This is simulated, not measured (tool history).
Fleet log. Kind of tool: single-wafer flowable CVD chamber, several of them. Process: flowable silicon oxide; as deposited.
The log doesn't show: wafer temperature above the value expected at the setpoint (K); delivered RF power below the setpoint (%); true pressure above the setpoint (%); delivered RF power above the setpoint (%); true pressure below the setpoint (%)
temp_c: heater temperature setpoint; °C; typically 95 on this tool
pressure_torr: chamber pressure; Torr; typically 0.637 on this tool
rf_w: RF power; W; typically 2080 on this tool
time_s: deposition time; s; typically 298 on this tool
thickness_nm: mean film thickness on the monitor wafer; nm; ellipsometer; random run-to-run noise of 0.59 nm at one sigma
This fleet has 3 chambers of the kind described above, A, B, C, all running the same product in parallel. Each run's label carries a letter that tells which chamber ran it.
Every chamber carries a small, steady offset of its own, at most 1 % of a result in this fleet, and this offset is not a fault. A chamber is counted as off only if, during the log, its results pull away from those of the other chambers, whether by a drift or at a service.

run,hour,temp_c,pressure_torr,rf_w,time_s,hours since the last thermocouple change,hours since the last RF generator calibration,hours since the last manometer calibration,"read-back reference wafer on the same gauge, thickness_nm",thickness_nm
1B,5.2,95,0.637,2080,298,369.8,357.0,842.6,128.06,156.31
2A,8.5,95,0.637,2080,298,1020.9,710.6,737.0,128.00,158.24
3C,13.2,95,0.637,2080,298,1090.5,776.2,1566.5,128.04,159.28
4C,16.7,95,0.637,2080,298,1094.0,779.7,1570.0,128.00,158.61
5B,21.1,95,0.637,2080,298,385.7,372.9,858.5,128.00,157.41
6A,25.7,95,0.637,2080,298,1038.1,727.8,754.2,128.02,158.22
7A,29.3,95,0.733,1910,298,1041.7,731.4,757.8,127.96,187.63
8B,32.4,95,0.733,1910,298,397.0,384.2,869.8,127.99,185.70
9C,37.6,95,0.733,1910,298,1114.9,800.6,1590.9,127.87,188.77
10B,41.0,95,0.637,2080,298,405.6,392.8,878.4,128.04,158.64
11C,44.3,95,0.637,2080,298,1121.6,807.3,1597.6,128.09,159.58
12A,49.1,95,0.637,2080,298,1061.5,751.2,777.6,128.03,158.41
13C,51.9,95,0.637,2080,298,1129.2,814.9,1605.2,128.06,158.08
14A,55.4,95,0.637,2080,298,1067.8,757.5,783.9,128.06,157.97
15B,59.5,95,0.637,2080,298,424.1,411.3,896.9,127.95,156.72
16A,62.5,95,0.637,2080,298,1074.9,764.6,791.0,127.99,157.59
17B,65.2,95,0.637,2080,298,429.8,417.0,902.6,127.89,156.58
18C,70.8,95,0.637,2080,298,1148.1,833.8,1624.1,127.97,158.75
19C,74.4,95,0.637,2080,298,1151.7,837.4,1627.7,128.07,158.79
20A,80.0,95,0.637,2080,298,1092.4,782.1,808.5,127.88,158.07
21B,84.0,95,0.637,2080,298,448.6,435.8,921.4,127.98,155.45
22B,87.8,95,0.637,2270,298,452.4,439.6,925.2,127.98,158.84
23C,92.9,95,0.637,2270,298,1170.2,855.9,1646.2,127.95,160.97
24A,97.7,95,0.637,2270,298,1110.1,799.8,826.2,127.98,160.76
25B,102.8,95,0.637,2080,298,467.4,454.6,940.2,127.85,155.63
26A,107.5,95,0.637,2080,298,1119.9,809.6,836.0,127.94,158.22
27C,112.7,95,0.637,2080,298,1190.0,875.7,1666.0,128.03,159.83
28C,116.0,95,0.750,2080,298,1193.3,879.0,1669.3,128.05,197.09
29A,119.5,95,0.750,2080,298,1131.9,821.6,848.0,128.01,197.54
30B,122.9,95,0.750,2080,298,487.5,474.7,960.3,128.03,190.60
31B,128.1,95,0.637,2080,298,492.7,479.9,965.5,128.06,153.80
32A,131.7,95,0.637,2080,298,1144.1,833.8,860.2,128.05,157.77
33C,137.0,95,0.637,2080,298,1214.3,900.0,1690.3,128.02,159.64
34C,139.7,95,0.507,2080,335,1217.0,902.7,1693.0,128.15,130.16
35A,143.8,95,0.507,2080,335,1156.2,845.9,872.3,127.99,129.79
36B,147.5,95,0.507,2080,335,512.1,499.3,984.9,127.97,124.32
37C,151.3,95,0.637,2080,298,1228.6,914.3,1704.6,128.03,159.28
38A,153.8,95,0.637,2080,298,1166.2,855.9,882.3,128.00,157.50
39B,158.1,95,0.489,1885,298,522.7,509.9,995.5,127.92,102.32
40A,163.2,95,0.489,1885,298,1175.6,865.3,891.7,128.07,106.54

Has any chamber moved away from the others, gradually or after a service, or does the common gauge drift, or do the chambers differ only by their own small steady offsets? State the chamber and the most likely cause if one applies.

It is chamber B that slowly wanders off from its peers.
What lies behind it: true pressure below the setpoint (%) = 2.58.
The log may not separate it from: wafer temperature above the value expected at the setpoint (K).

Below are 4 candidate recipes for chamber B's next run, each the usual settings with a change, their results shown as question marks. Which of them brings B's results back in line with what the other chambers give on the usual settings?
Counts as in line when no further than this from what the other chambers average on the usual settings: thickness_nm 2.10 nm
41B-1,167.3,94,0.637,2080,300,,,,,?
41B-2,167.3,95,0.637,1745,298,,,,,?
41B-3,167.3,95,0.640,2080,299,,,,,?
41B-4,167.3,95,0.632,2080,297,,,,,?

What the other chambers average on the usual settings: thickness_nm 158.57 nm
run,thickness_nm
41B-1,158.19
41B-2,146.25
41B-3,153.57
41B-4,149.95
41B-1 is the one that brings the chamber's results back in line with the other chambers.
